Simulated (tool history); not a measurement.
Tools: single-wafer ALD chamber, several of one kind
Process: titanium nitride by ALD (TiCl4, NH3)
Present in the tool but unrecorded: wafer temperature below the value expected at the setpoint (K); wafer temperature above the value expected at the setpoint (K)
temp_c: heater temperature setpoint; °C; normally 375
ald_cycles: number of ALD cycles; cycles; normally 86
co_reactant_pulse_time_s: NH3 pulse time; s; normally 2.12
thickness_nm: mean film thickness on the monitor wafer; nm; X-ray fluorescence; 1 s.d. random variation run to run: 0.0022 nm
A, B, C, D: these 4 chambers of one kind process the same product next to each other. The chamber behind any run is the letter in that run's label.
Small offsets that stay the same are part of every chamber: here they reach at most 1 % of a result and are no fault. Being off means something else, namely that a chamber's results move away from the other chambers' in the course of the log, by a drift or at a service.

run,hour,temp_c,ald_cycles,co_reactant_pulse_time_s,hours since the last thermocouple change,"read-back reference wafer on the same gauge, thickness_nm",thickness_nm
1A,10.9,375,86,2.12,1549.6,1.5507,1.8679
2D,19.9,375,86,2.12,777,1.5509,1.8537
# hour 22.2: chamber B: thermocouple changed; heater temperature recalibrated
3C,26.4,375,86,2.12,395.3,1.5505,1.8514
4B,36,375,86,2.12,13.8,1.5511,1.8555
5D,43.3,375,86,2.12,800.4,1.5513,1.861
6A,54.8,375,86,2.12,1593.5,1.5517,1.8665
7C,61.3,375,74,2.12,430.2,1.5513,1.5928
8B,69.1,375,74,2.12,46.9,1.5517,1.5962
9D,75.9,375,74,2.12,833,1.5521,1.6009
10C,90.6,375,74,2.12,459.5,1.5531,1.5941
11A,104.1,375,86,2.12,1642.8,1.5532,1.8703
12B,113,387,86,2.12,90.8,1.5538,1.8782
13B,122.5,387,86,2.12,100.3,1.5539,1.8814
14C,131.2,387,86,2.12,500.1,1.5544,1.8784
15D,138.7,387,86,2.12,895.8,1.5547,1.8853
16A,149.2,375,86,2.12,1687.9,1.5551,1.8751
17A,159.4,375,86,2.12,1698.1,1.5554,1.8686
18B,166.3,375,86,1.36,144.1,1.5557,1.8052
19D,176.6,375,86,1.36,933.7,1.5563,1.8087
20C,187,375,86,1.36,555.9,1.5561,1.8017
21D,199.6,375,86,1.36,956.7,1.5563,1.8072
22B,210.3,375,86,2.12,188.1,1.5566,1.8643
23C,217.9,375,86,2.12,586.8,1.5574,1.8537
24A,229.3,375,86,2.12,1768,1.558,1.8735

Read the log: is a single chamber off, either drifting away or since a service, is the gauge that measures every chamber drifting, or is nothing wrong beyond small per-chamber offsets? Name any odd chamber and what most likely caused it.

The shared gauge is drifting. All chambers look as if they move in step, but none is off.
Most likely cause: gauge reads high (%) = 0.506.

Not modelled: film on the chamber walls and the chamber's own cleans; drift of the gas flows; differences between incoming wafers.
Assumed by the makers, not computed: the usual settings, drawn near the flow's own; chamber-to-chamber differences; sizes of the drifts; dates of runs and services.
